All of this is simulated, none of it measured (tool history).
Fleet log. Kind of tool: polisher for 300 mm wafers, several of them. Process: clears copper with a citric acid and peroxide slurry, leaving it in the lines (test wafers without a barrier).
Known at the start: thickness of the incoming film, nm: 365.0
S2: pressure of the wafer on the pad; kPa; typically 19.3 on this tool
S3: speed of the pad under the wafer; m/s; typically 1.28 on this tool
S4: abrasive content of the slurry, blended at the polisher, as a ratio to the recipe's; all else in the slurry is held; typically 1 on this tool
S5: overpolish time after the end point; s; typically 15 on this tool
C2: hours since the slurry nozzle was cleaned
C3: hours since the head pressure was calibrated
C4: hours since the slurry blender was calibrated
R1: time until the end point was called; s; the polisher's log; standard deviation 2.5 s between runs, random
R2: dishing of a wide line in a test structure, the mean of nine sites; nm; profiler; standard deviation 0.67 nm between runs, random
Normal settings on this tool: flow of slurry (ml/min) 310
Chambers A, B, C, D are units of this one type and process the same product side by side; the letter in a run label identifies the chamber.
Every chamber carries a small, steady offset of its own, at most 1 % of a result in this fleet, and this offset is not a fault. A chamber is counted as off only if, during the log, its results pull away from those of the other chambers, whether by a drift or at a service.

{"run": "1B", "hour": 8.9, "flow of slurry (ml/min)": 310, "S2": 19.3, "S3": 1.28, "S4": 1, "S5": 15, "wafers polished on this pad": 416, "C2": 739.6, "C3": 415.8, "C4": 249.4, "R1": 139.03, "R2": 27.91}
{"run": "2A", "hour": 18.9, "flow of slurry (ml/min)": 310, "S2": 19.3, "S3": 1.28, "S4": 1, "S5": 15, "wafers polished on this pad": 552, "C2": 129.7, "C3": 346.1, "C4": 30.3, "R1": 133.32, "R2": 28.374}
{"run": "3C", "hour": 24.3, "flow of slurry (ml/min)": 310, "S2": 19.3, "S3": 1.28, "S4": 1, "S5": 15, "wafers polished on this pad": 270, "C2": 60.3, "C3": 545.6, "C4": 146.5, "R1": 135.58, "R2": 27.853}
{"run": "4D", "hour": 31.1, "flow of slurry (ml/min)": 310, "S2": 19.3, "S3": 1.28, "S4": 1, "S5": 15, "wafers polished on this pad": 1308, "C2": 621.9, "C3": 224.8, "C4": 46.8, "R1": 140.47, "R2": 28.099}
{"run": "5C", "hour": 40.7, "flow of slurry (ml/min)": 310, "S2": 19.3, "S3": 1.28, "S4": 1, "S5": 15, "wafers polished on this pad": 379, "C2": 76.7, "C3": 562, "C4": 162.9, "R1": 137.16, "R2": 28.514}
{"run": "6A", "hour": 46.0, "flow of slurry (ml/min)": 310, "S2": 19.3, "S3": 1.28, "S4": 1, "S5": 15, "wafers polished on this pad": 733, "C2": 156.8, "C3": 373.2, "C4": 57.4, "R1": 140.64, "R2": 28.552}
{"hour": 52.1, "done": "chamber B: slurry blender recalibrated"}
{"hour": 52.3, "done": "chamber A: worn pad replaced by a new one"}
{"run": "7B", "hour": 54.6, "flow of slurry (ml/min)": 310, "S2": 19.3, "S3": 1.28, "S4": 1, "S5": 15, "wafers polished on this pad": 722, "C2": 785.3, "C3": 461.5, "C4": 2.5, "R1": 137.56, "R2": 27.931}
{"hour": 61.6, "done": "chamber C: slurry blender recalibrated"}
{"run": "8D", "hour": 63.3, "flow of slurry (ml/min)": 310, "S2": 19.3, "S3": 1.28, "S4": 1, "S5": 15, "wafers polished on this pad": 1523, "C2": 654.1, "C3": 257, "C4": 79, "R1": 130.99, "R2": 27.021}
{"hour": 66.4, "done": "chamber B: slurry nozzle cleaned"}
{"run": "9B", "hour": 70.4, "flow of slurry (ml/min)": 310, "S2": 19.3, "S3": 1.28, "S4": 1, "S5": 15, "wafers polished on this pad": 828, "C2": 4, "C3": 477.3, "C4": 18.3, "R1": 137.5, "R2": 27.837}
{"run": "10A", "hour": 80.9, "flow of slurry (ml/min)": 310, "S2": 19.3, "S3": 1.28, "S4": 1, "S5": 15, "wafers polished on this pad": 191, "C2": 191.7, "C3": 408.1, "C4": 92.3, "R1": 135.15, "R2": 27.176}
{"hour": 86.5, "done": "chamber D: worn pad replaced by a new one"}
{"run": "11D", "hour": 92.1, "flow of slurry (ml/min)": 310, "S2": 19.3, "S3": 1.28, "S4": 1, "S5": 15, "wafers polished on this pad": 37, "C2": 682.9, "C3": 285.8, "C4": 107.8, "R1": 137.64, "R2": 28.033}
{"run": "12C", "hour": 103.2, "flow of slurry (ml/min)": 310, "S2": 19.3, "S3": 1.28, "S4": 1, "S5": 15, "wafers polished on this pad": 798, "C2": 139.2, "C3": 624.5, "C4": 41.6, "R1": 134, "R2": 27.53}
{"run": "13C", "hour": 111.8, "flow of slurry (ml/min)": 310, "S2": 19.3, "S3": 1.28, "S4": 1, "S5": 15, "wafers polished on this pad": 855, "C2": 147.8, "C3": 633.1, "C4": 50.2, "R1": 139.41, "R2": 28.409}
{"run": "14D", "hour": 120.2, "flow of slurry (ml/min)": 310, "S2": 19.3, "S3": 1.28, "S4": 1, "S5": 15, "wafers polished on this pad": 225, "C2": 711, "C3": 313.9, "C4": 135.9, "R1": 136.88, "R2": 28.07}
{"hour": 120.4, "done": "chamber C: head pressure recalibrated"}
{"hour": 124.7, "done": "chamber B: worn pad replaced by a new one"}
{"hour": 128.7, "done": "chamber C: worn pad replaced by a new one"}
{"run": "15A", "hour": 131.5, "flow of slurry (ml/min)": 310, "S2": 19.3, "S3": 1.28, "S4": 1, "S5": 15, "wafers polished on this pad": 530, "C2": 242.3, "C3": 458.7, "C4": 142.9, "R1": 136.35, "R2": 27.345}
{"hour": 137.8, "done": "chamber A: head pressure recalibrated"}
{"run": "16B", "hour": 138.0, "flow of slurry (ml/min)": 310, "S2": 19.3, "S3": 1.28, "S4": 1, "S5": 15, "wafers polished on this pad": 89, "C2": 71.6, "C3": 544.9, "C4": 85.9, "R1": 136.91, "R2": 27.769}
{"run": "17D", "hour": 143.0, "flow of slurry (ml/min)": 310, "S2": 19.3, "S3": 1.28, "S4": 1, "S5": 15, "wafers polished on this pad": 378, "C2": 733.8, "C3": 336.7, "C4": 158.7, "R1": 134.72, "R2": 27.585}
{"run": "18B", "hour": 148.8, "flow of slurry (ml/min)": 310, "S2": 19.3, "S3": 1.28, "S4": 1, "S5": 15, "wafers polished on this pad": 161, "C2": 82.4, "C3": 555.7, "C4": 96.7, "R1": 131.98, "R2": 27.88}
{"run": "19A", "hour": 154.1, "flow of slurry (ml/min)": 220, "S2": 19.3, "S3": 1.28, "S4": 1, "S5": 9, "wafers polished on this pad": 681, "C2": 264.9, "C3": 16.3, "C4": 165.5, "R1": 144.23, "R2": 17.316}
{"hour": 155.2, "done": "chamber A: worn pad replaced by a new one"}
{"run": "20C", "hour": 163.7, "flow of slurry (ml/min)": 220, "S2": 19.3, "S3": 1.28, "S4": 1, "S5": 9, "wafers polished on this pad": 234, "C2": 199.7, "C3": 43.3, "C4": 102.1, "R1": 139.19, "R2": 17.065}
{"run": "21B", "hour": 175.0, "flow of slurry (ml/min)": 220, "S2": 19.3, "S3": 1.28, "S4": 1, "S5": 9, "wafers polished on this pad": 336, "C2": 108.6, "C3": 581.9, "C4": 122.9, "R1": 142.99, "R2": 17.349}
{"run": "22A", "hour": 185.7, "flow of slurry (ml/min)": 220, "S2": 19.3, "S3": 1.28, "S4": 1, "S5": 9, "wafers polished on this pad": 204, "C2": 296.5, "C3": 47.9, "C4": 197.1, "R1": 138.52, "R2": 17.994}
{"run": "23C", "hour": 195.0, "flow of slurry (ml/min)": 310, "S2": 19.3, "S3": 1.28, "S4": 1, "S5": 15, "wafers polished on this pad": 444, "C2": 231, "C3": 74.6, "C4": 133.4, "R1": 132.47, "R2": 27.925}
{"run": "24D", "hour": 201.1, "flow of slurry (ml/min)": 310, "S2": 19.3, "S3": 1.28, "S4": 1, "S5": 15, "wafers polished on this pad": 767, "C2": 791.9, "C3": 394.8, "C4": 216.8, "R1": 135.59, "R2": 28.208}
{"hour": 207.4, "done": "chamber A: slurry nozzle cleaned"}
{"run": "25A", "hour": 207.4, "flow of slurry (ml/min)": 310, "S2": 19.3, "S3": 1.28, "S4": 1, "S5": 15, "wafers polished on this pad": 349, "C2": 0.1, "C3": 69.6, "C4": 218.8, "R1": 138.39, "R2": 27.495}
{"hour": 213.9, "done": "chamber D: slurry blender recalibrated"}
{"run": "26D", "hour": 215.5, "flow of slurry (ml/min)": 310, "S2": 19.3, "S3": 1.28, "S4": 1, "S5": 15, "wafers polished on this pad": 863, "C2": 806.3, "C3": 409.2, "C4": 1.6, "R1": 136.5, "R2": 28.515}
{"hour": 226.0, "done": "chamber C: slurry blender recalibrated"}
{"run": "27B", "hour": 226.4, "flow of slurry (ml/min)": 310, "S2": 19.3, "S3": 1.28, "S4": 1, "S5": 15, "wafers polished on this pad": 680, "C2": 160, "C3": 633.3, "C4": 174.3, "R1": 137.08, "R2": 27.648}
{"hour": 234.8, "done": "chamber D: slurry nozzle cleaned"}
{"run": "28C", "hour": 235.6, "flow of slurry (ml/min)": 310, "S2": 19.3, "S3": 1.28, "S4": 1, "S5": 15, "wafers polished on this pad": 715, "C2": 271.6, "C3": 115.2, "C4": 9.6, "R1": 138.18, "R2": 27.337}
{"run": "29A", "hour": 240.9, "flow of slurry (ml/min)": 310, "S2": 19.3, "S3": 1.5, "S4": 1, "S5": 15, "wafers polished on this pad": 573, "C2": 33.6, "C3": 103.1, "C4": 252.3, "R1": 116.05, "R2": 29.735}
{"run": "30D", "hour": 246.2, "flow of slurry (ml/min)": 310, "S2": 19.3, "S3": 1.5, "S4": 1, "S5": 15, "wafers polished on this pad": 1069, "C2": 11.5, "C3": 439.9, "C4": 32.3, "R1": 114.27, "R2": 30.949}

Predict what each chamber gives when all 4 of them run the settings below next.
{"run": "31A", "hour": 254.3, "flow of slurry (ml/min)": 310, "S2": 19.3, "S3": 1.28, "S4": 1, "S5": 15, "R1": "?", "R2": "?"}
{"run": "31B", "hour": 254.3, "flow of slurry (ml/min)": 310, "S2": 19.3, "S3": 1.28, "S4": 1, "S5": 15, "R1": "?", "R2": "?"}
{"run": "31C", "hour": 254.3, "flow of slurry (ml/min)": 310, "S2": 19.3, "S3": 1.28, "S4": 1, "S5": 15, "R1": "?", "R2": "?"}
{"run": "31D", "hour": 254.3, "flow of slurry (ml/min)": 310, "S2": 19.3, "S3": 1.28, "S4": 1, "S5": 15, "R1": "?", "R2": "?"}

run=31A R1=135.98 R2=28.272
run=31B R1=133.04 R2=27.889
run=31C R1=135.93 R2=27.701
run=31D R1=136.8 R2=28.075

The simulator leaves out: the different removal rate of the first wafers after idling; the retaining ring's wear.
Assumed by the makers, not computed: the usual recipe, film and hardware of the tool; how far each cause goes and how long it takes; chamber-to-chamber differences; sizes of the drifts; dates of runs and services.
